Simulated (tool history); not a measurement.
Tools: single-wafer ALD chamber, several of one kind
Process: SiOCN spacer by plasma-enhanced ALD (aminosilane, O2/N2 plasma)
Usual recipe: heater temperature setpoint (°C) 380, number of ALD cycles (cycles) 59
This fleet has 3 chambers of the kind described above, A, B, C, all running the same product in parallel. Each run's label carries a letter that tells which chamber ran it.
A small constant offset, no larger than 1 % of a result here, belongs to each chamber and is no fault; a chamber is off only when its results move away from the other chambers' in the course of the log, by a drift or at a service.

| run | hour | heater temperature setpoint (°C) | number of ALD cycles (cycles) | hours since the last thermocouple change | read-back reference wafer on the same gauge, thickness_nm | mean film thickness on the monitor wafer (Å) |
|---|---|---|---|---|---|---|
| 1A | 12.3 | 380 | 59 | 72.7 | 3.3217 | 35.684 |
| 2C | 19.5 | 380 | 59 | 685.3 | 3.3224 | 35.614 |
| 3B | 31.8 | 380 | 59 | 1590.5 | 3.324 | 35.512 |
| 4B | 43.2 | 380 | 59 | 1601.9 | 3.3236 | 35.547 |
| 5A | 54.4 | 380 | 59 | 114.8 | 3.3248 | 35.873 |
| 6C | 65.5 | 380 | 59 | 731.3 | 3.3256 | 35.735 |
| 7A | 80.8 | 380 | 59 | 141.2 | 3.3269 | 35.859 |
| 8C | 88.8 | 380 | 59 | 754.6 | 3.3276 | 35.743 |
| 9B | 100 | 380 | 59 | 1658.7 | 3.3274 | 35.635 |
| 10C | 115.2 | 380 | 59 | 781 | 3.3295 | 35.749 |
| 11B | 125.9 | 380 | 59 | 1684.6 | 3.3316 | 35.824 |
| 12A | 134.4 | 380 | 59 | 194.8 | 3.3308 | 35.915 |
| 13C | 141.4 | 380 | 59 | 807.2 | 3.3308 | 35.743 |
| 14B | 148.7 | 380 | 59 | 1707.4 | 3.331 | 35.701 |
| 15A | 163.8 | 380 | 59 | 224.2 | 3.3326 | 35.945 |
| 16A | 175.2 | 380 | 59 | 235.6 | 3.3329 | 35.842 |
| 17C | 188.9 | 380 | 59 | 854.7 | 3.3348 | 35.823 |
| 18B | 198.4 | 380 | 59 | 1757.1 | 3.3354 | 35.765 |
| 19A | 206.7 | 380 | 59 | 267.1 | 3.3346 | 36.015 |
| 20C | 214.7 | 394 | 64 | 880.5 | 3.3374 | 38.78 |
| 21B | 224.4 | 394 | 64 | 1783.1 | 3.3367 | 38.809 |
| 22B | 233.5 | 394 | 64 | 1792.2 | 3.338 | 38.854 |
| 23A | 243.9 | 380 | 59 | 304.3 | 3.3388 | 36.071 |
| 24C | 258.7 | 370 | 59 | 924.5 | 3.3397 | 35.824 |
| 25B | 266.9 | 370 | 59 | 1825.6 | 3.3409 | 35.746 |

What goes on in this fleet: one chamber off, a drifting gauge, or nothing beyond the chambers' own small offsets? Name the chamber and the cause, if any.

Gauge drift. The chambers move together only on paper, and none stands off.
Likeliest cause: gauge reads high (%) = 0.654.

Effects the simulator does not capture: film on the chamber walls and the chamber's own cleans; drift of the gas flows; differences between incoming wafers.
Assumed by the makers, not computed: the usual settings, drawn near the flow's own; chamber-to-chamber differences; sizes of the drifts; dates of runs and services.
